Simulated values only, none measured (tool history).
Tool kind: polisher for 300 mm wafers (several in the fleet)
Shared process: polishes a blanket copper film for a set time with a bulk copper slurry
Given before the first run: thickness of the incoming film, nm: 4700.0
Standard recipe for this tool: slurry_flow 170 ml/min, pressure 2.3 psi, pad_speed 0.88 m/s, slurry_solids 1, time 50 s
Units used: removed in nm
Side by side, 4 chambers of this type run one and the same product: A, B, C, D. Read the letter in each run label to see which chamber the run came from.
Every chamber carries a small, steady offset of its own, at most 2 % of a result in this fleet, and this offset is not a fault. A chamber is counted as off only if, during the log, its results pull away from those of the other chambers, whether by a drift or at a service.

| run | hour | slurry_flow | pressure | pad_speed | slurry_solids | time | wafers polished on this pad | hours since the slurry nozzle was cleaned | hours since the head pressure was calibrated | hours since the slurry blender was calibrated | removed |
|---|---|---|---|---|---|---|---|---|---|---|---|
|  | 5.6 | chamber D: worn pad replaced by a new one |
| 1B | 8.3 | 170 | 2.3 | 0.88 | 1 | 50 | 153 | 80.2 | 701.5 | 200.2 | 311.49 |
| 2C | 20.3 | 170 | 2.3 | 0.88 | 1 | 50 | 640 | 60.3 | 152.5 | 42.5 | 319.43 |
|  | 25.8 | chamber A: worn pad replaced by a new one |
|  | 28.6 | chamber C: worn pad replaced by a new one |
| 3D | 30.1 | 170 | 2.3 | 0.88 | 1 | 50 | 352 | 169.1 | 357.6 | 248.0 | 319.75 |
| 4A | 41.6 | 170 | 2.3 | 0.88 | 1 | 50 | 228 | 136.2 | 1312.2 | 41.6 | 315.73 |
|  | 46.4 | chamber B: worn pad replaced by a new one |
| 5A | 47.3 | 170 | 2.3 | 0.88 | 1 | 50 | 310 | 141.9 | 1317.9 | 47.3 | 314.13 |
| 6C | 59.1 | 170 | 2.3 | 0.88 | 1 | 50 | 439 | 99.1 | 191.3 | 81.3 | 316.29 |
| 7B | 71.2 | 145 | 2.3 | 0.88 | 1 | 40 | 357 | 143.1 | 764.4 | 263.1 | 244.03 |
|  | 78.1 | chamber C: worn pad replaced by a new one |
| 8D | 78.5 | 145 | 2.3 | 0.88 | 1 | 40 | 1047 | 217.5 | 406.0 | 296.4 | 247.92 |
|  | 89.6 | chamber A: worn pad replaced by a new one |
| 9A | 90.7 | 145 | 2.3 | 0.88 | 1 | 40 | 15 | 185.3 | 1361.3 | 90.7 | 248.01 |
|  | 91.0 | chamber B: worn pad replaced by a new one |
|  | 91.2 | chamber B: slurry blender recalibrated |
| 10B | 99.4 | 145 | 2.3 | 0.88 | 1 | 40 | 121 | 171.3 | 792.6 | 8.3 | 247.45 |
|  | 100.7 | chamber D: worn pad replaced by a new one |
| 11D | 107.1 | 170 | 2.3 | 0.88 | 1 | 50 | 92 | 246.1 | 434.6 | 325.0 | 317.80 |
|  | 118.8 | chamber D: slurry blender recalibrated |
| 12C | 119.3 | 170 | 2.3 | 0.88 | 1 | 50 | 592 | 159.3 | 251.5 | 141.5 | 316.13 |
|  | 123.9 | chamber A: head pressure recalibrated |
|  | 125.8 | chamber D: head pressure recalibrated |
|  | 126.0 | chamber C: worn pad replaced by a new one |
| 13A | 127.1 | 170 | 2.3 | 0.88 | 1 | 50 | 538 | 221.7 | 3.3 | 127.1 | 314.10 |
|  | 129.5 | chamber B: slurry nozzle cleaned |
| 14B | 134.2 | 170 | 2.3 | 0.88 | 1 | 50 | 621 | 4.8 | 827.4 | 43.1 | 311.31 |
|  | 144.2 | chamber B: worn pad replaced by a new one |
| 15D | 146.0 | 170 | 2.3 | 0.88 | 1 | 50 | 650 | 285.0 | 20.2 | 27.3 | 342.91 |
|  | 146.3 | chamber A: worn pad replaced by a new one |
| 16C | 151.7 | 170 | 2.3 | 0.88 | 1 | 50 | 369 | 191.7 | 283.9 | 173.9 | 317.75 |
| 17A | 157.3 | 170 | 2.3 | 0.88 | 1 | 50 | 158 | 251.9 | 33.5 | 157.3 | 315.79 |
|  | 163.0 | chamber A: slurry blender recalibrated |
| 18D | 169.4 | 170 | 2.3 | 0.88 | 1 | 50 | 986 | 308.4 | 43.6 | 50.7 | 343.34 |
| 19B | 175.8 | 170 | 2.3 | 0.88 | 1 | 50 | 454 | 46.4 | 869.0 | 84.7 | 314.30 |
|  | 176.7 | chamber C: worn pad replaced by a new one |
| 20C | 188.2 | 170 | 2.3 | 0.88 | 1 | 50 | 166 | 228.2 | 320.4 | 210.4 | 315.26 |
|  | 190.6 | chamber D: worn pad replaced by a new one |
|  | 197.5 | chamber B: worn pad replaced by a new one |
| 21C | 200.9 | 170 | 2.9 | 0.98 | 1 | 50 | 348 | 240.9 | 333.1 | 223.1 | 447.41 |
| 22D | 206.7 | 170 | 2.9 | 0.98 | 1 | 50 | 231 | 345.7 | 80.9 | 88.0 | 487.89 |
|  | 213.4 | chamber A: worn pad replaced by a new one |
| 23B | 216.4 | 170 | 2.9 | 0.98 | 1 | 50 | 272 | 87.0 | 909.6 | 125.3 | 437.99 |
| 24A | 225.9 | 170 | 2.9 | 0.98 | 1 | 50 | 179 | 320.5 | 102.1 | 63.0 | 446.36 |
| 25D | 235.3 | 170 | 2.3 | 0.88 | 1 | 50 | 642 | 374.3 | 109.5 | 116.6 | 339.55 |

Decide between three cases: one chamber stands off from its peers, the gauge reading all wafers drifts, or nothing is wrong past each chamber's small offset. Where a chamber is off, say which and what most likely put it there.

A service left chamber D off against the others.
Cause: head's pressure above its setpoint, % = 8.53.

Below are 4 candidate recipes for chamber D's next run, each the usual settings with a change, their results shown as question marks. Which of them brings D's results back in line with what the other chambers give on the usual settings?
Allowed miss from the other chambers' usual-settings mean, per result, to count as in line: removed 8.50 nm
| 26D-1 | 244.7 | 170 | 2.2 | 0.86 | 1 | 49 |  |  |  |  | ? |
| 26D-2 | 244.7 | 170 | 2.4 | 0.94 | 1 | 53 |  |  |  |  | ? |
| 26D-3 | 244.7 | 170 | 2.4 | 0.90 | 1 | 51 |  |  |  |  | ? |
| 26D-4 | 244.7 | 170 | 2.2 | 0.84 | 1 | 47 |  |  |  |  | ? |

Mean of the other chambers on the usual settings: removed 315.60 nm
| run | removed |
|---|---|
| 26D-1 | 314.80 |
| 26D-2 | 406.09 |
| 26D-3 | 374.33 |
| 26D-4 | 295.02 |
26D-1 is the one that brings the chamber's results back in line with the other chambers.

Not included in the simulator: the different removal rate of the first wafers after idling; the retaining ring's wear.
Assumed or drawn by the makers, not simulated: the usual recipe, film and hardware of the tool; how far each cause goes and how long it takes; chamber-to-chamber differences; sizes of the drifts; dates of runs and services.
